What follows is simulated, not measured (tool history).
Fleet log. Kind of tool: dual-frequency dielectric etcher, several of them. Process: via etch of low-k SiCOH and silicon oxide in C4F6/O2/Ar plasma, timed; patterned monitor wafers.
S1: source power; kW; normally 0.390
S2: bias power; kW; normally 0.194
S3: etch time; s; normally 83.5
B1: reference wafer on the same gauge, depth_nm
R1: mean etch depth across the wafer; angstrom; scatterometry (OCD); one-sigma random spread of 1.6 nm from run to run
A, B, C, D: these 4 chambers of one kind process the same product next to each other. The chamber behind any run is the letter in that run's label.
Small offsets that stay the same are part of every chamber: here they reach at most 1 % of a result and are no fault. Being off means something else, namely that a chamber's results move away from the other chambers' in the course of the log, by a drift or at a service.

{"run": "1B", "hour": 2.8, "S1": 0.39, "S2": 0.194, "S3": 83.5, "B1": 236.81, "R1": 2359.2}
{"run": "2D", "hour": 5.4, "S1": 0.39, "S2": 0.194, "S3": 83.5, "B1": 236.76, "R1": 2379.6}
{"run": "3A", "hour": 7.9, "S1": 0.39, "S2": 0.194, "S3": 83.5, "B1": 236.79, "R1": 2342.9}
{"run": "4C", "hour": 11.9, "S1": 0.39, "S2": 0.194, "S3": 83.5, "B1": 236.74, "R1": 2390.0}
{"run": "5B", "hour": 14.2, "S1": 0.39, "S2": 0.194, "S3": 83.5, "B1": 237.25, "R1": 2330.5}
{"run": "6C", "hour": 18.1, "S1": 0.39, "S2": 0.194, "S3": 83.5, "B1": 237.17, "R1": 2403.0}
{"run": "7A", "hour": 23.1, "S1": 0.39, "S2": 0.194, "S3": 83.5, "B1": 237.36, "R1": 2357.7}
{"run": "8D", "hour": 26.4, "S1": 0.39, "S2": 0.194, "S3": 83.5, "B1": 237.39, "R1": 2382.9}
{"run": "9D", "hour": 29.7, "S1": 0.39, "S2": 0.166, "S3": 83.5, "B1": 236.94, "R1": 2272.4}
{"run": "10C", "hour": 32.3, "S1": 0.39, "S2": 0.166, "S3": 83.5, "B1": 236.69, "R1": 2302.2}
{"run": "11B", "hour": 34.7, "S1": 0.39, "S2": 0.166, "S3": 83.5, "B1": 236.92, "R1": 2235.5}
{"run": "12A", "hour": 38.1, "S1": 0.39, "S2": 0.166, "S3": 83.5, "B1": 237.29, "R1": 2267.6}
{"run": "13D", "hour": 42.2, "S1": 0.35, "S2": 0.194, "S3": 83.5, "B1": 237.01, "R1": 2291.9}
{"run": "14B", "hour": 46.2, "S1": 0.35, "S2": 0.194, "S3": 83.5, "B1": 237.03, "R1": 2252.4}
{"run": "15A", "hour": 50.7, "S1": 0.35, "S2": 0.194, "S3": 83.5, "B1": 237.18, "R1": 2290.1}
{"run": "16C", "hour": 54.9, "S1": 0.35, "S2": 0.194, "S3": 83.5, "B1": 236.89, "R1": 2295.8}
{"run": "17D", "hour": 59.8, "S1": 0.39, "S2": 0.194, "S3": 83.5, "B1": 237.09, "R1": 2412.4}
{"run": "18A", "hour": 62.3, "S1": 0.39, "S2": 0.194, "S3": 83.5, "B1": 236.72, "R1": 2345.6}
{"run": "19B", "hour": 66.7, "S1": 0.39, "S2": 0.238, "S3": 83.5, "B1": 236.84, "R1": 2514.7}
{"run": "20C", "hour": 70.4, "S1": 0.39, "S2": 0.238, "S3": 83.5, "B1": 237.37, "R1": 2566.2}
{"run": "21C", "hour": 74.6, "S1": 0.39, "S2": 0.238, "S3": 83.5, "B1": 236.92, "R1": 2562.7}
{"run": "22D", "hour": 79.1, "S1": 0.39, "S2": 0.238, "S3": 83.5, "B1": 237.26, "R1": 2598.1}
{"run": "23A", "hour": 81.4, "S1": 0.39, "S2": 0.194, "S3": 83.5, "B1": 237.04, "R1": 2372.4}
{"run": "24B", "hour": 85.0, "S1": 0.39, "S2": 0.194, "S3": 83.5, "B1": 236.91, "R1": 2373.1}
{"run": "25D", "hour": 88.7, "S1": 0.39, "S2": 0.194, "S3": 83.5, "B1": 236.95, "R1": 2454.1}
{"run": "26B", "hour": 91.6, "S1": 0.39, "S2": 0.194, "S3": 83.5, "B1": 236.74, "R1": 2335.5}
{"run": "27C", "hour": 94.5, "S1": 0.39, "S2": 0.194, "S3": 83.5, "B1": 237.5, "R1": 2414.1}
{"run": "28A", "hour": 98.7, "S1": 0.39, "S2": 0.194, "S3": 83.5, "B1": 237.14, "R1": 2340.7}
{"run": "29D", "hour": 103.2, "S1": 0.39, "S2": 0.194, "S3": 83.5, "B1": 237.22, "R1": 2480.3}
{"run": "30B", "hour": 106.3, "S1": 0.39, "S2": 0.194, "S3": 83.5, "B1": 237.25, "R1": 2351.9}
{"run": "31A", "hour": 109.4, "S1": 0.39, "S2": 0.194, "S3": 83.5, "B1": 236.98, "R1": 2351.5}
{"run": "32C", "hour": 114.3, "S1": 0.39, "S2": 0.211, "S3": 83.5, "B1": 236.91, "R1": 2442.7}
{"run": "33C", "hour": 119.5, "S1": 0.39, "S2": 0.211, "S3": 83.5, "B1": 236.96, "R1": 2452.9}

The same settings go to every chamber for the next run, one line per chamber below. Forecast the results for each:
{"run": "34A", "hour": 123.2, "S1": 0.39, "S2": 0.168, "S3": 83.5, "R1": "?"}
{"run": "34B", "hour": 123.2, "S1": 0.39, "S2": 0.168, "S3": 83.5, "R1": "?"}
{"run": "34C", "hour": 123.2, "S1": 0.39, "S2": 0.168, "S3": 83.5, "R1": "?"}
{"run": "34D", "hour": 123.2, "S1": 0.39, "S2": 0.168, "S3": 83.5, "R1": "?"}

run=34A R1=2255.7
run=34B R1=2211.4
run=34C R1=2284.3
run=34D R1=2400.9
